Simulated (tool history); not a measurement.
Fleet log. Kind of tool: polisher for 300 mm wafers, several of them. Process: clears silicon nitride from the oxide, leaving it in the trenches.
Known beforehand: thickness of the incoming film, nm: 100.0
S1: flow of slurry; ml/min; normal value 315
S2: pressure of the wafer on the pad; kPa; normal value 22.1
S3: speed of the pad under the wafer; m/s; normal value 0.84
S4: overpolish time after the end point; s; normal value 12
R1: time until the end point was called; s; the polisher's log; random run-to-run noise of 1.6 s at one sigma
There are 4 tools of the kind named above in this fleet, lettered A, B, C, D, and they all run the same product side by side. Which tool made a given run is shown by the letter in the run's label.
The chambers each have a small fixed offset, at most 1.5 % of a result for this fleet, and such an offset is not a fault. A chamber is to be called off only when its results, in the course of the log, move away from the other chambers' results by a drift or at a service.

run	day	S1	S2	S3	S4	R1
1A	0.229	315	22.1	0.84	12	122.33
# day 0.25: chamber C: slurry nozzle cleaned
# day 0.292: chamber C: worn pad replaced by a new one
2C	0.529	315	22.1	0.84	12	125.4
# day 0.612: chamber B: slurry nozzle cleaned
3B	0.729	315	22.1	0.84	12	120.32
# day 0.767: chamber D: worn pad replaced by a new one
4D	1.158	315	22.1	0.84	12	123.32
5A	1.429	315	22.1	0.84	12	125.35
6C	1.771	315	28.3	0.84	12	97.676
7D	2.142	315	28.3	0.84	12	96.916
8B	2.35	315	28.3	0.84	12	97
9D	2.579	315	28.3	0.84	12	96.869
10C	2.883	315	22.1	0.84	12	123.77
11B	3.238	315	22.1	0.84	12	124.51
12A	3.612	315	22.1	0.84	12	128.72
# day 3.738: chamber A: worn pad replaced by a new one
13A	3.871	315	22.1	0.84	12	123.15
14B	4.062	260	28.3	0.84	12	101.55
# day 4.346: chamber C: worn pad replaced by a new one
15D	4.354	260	28.3	0.84	12	99.45
# day 4.479: chamber D: worn pad replaced by a new one
16C	4.704	260	28.3	0.84	12	98.95
17D	5.071	260	28.3	0.84	12	97
18A	5.333	315	22.1	0.84	12	124.58
19B	5.642	315	22.1	0.84	12	126.43
20C	6.046	315	22.1	0.84	12	124.66
21D	6.467	315	22.1	1.08	12	95.428
22C	6.879	315	22.1	1.08	12	96.909
23B	7.208	315	22.1	1.08	12	100.93
24A	7.604	315	22.1	1.08	12	100.31
# day 7.767: chamber D: worn pad replaced by a new one
25C	7.983	315	22.1	0.84	12	127.67
26B	8.246	315	22.1	0.84	9	134.37
# day 8.267: chamber A: worn pad replaced by a new one
27D	8.55	315	22.1	0.84	9	122.84
28A	8.95	315	22.1	0.84	9	124.24
29C	9.275	315	22.1	0.84	9	125.9
# day 9.471: chamber C: worn pad replaced by a new one
30A	9.654	315	22.1	0.84	12	124.5
31B	10.088	315	22.1	0.84	12	134.61
32D	10.458	315	22.1	0.84	12	126.52
33D	10.733	315	22.1	0.84	12	123.97
34A	11.117	315	22.1	0.84	12	125.23
# day 11.317: chamber C: slurry nozzle cleaned
35C	11.342	315	22.1	0.84	12	121.54

All 4 chambers run these settings next. Forecast each chamber's results:
36A	11.654	210	22.1	0.84	12	?
36B	11.654	210	22.1	0.84	12	?
36C	11.654	210	22.1	0.84	12	?
36D	11.654	210	22.1	0.84	12	?

run	R1
36A	135.26
36B	147.74
36C	131.04
36D	128.14
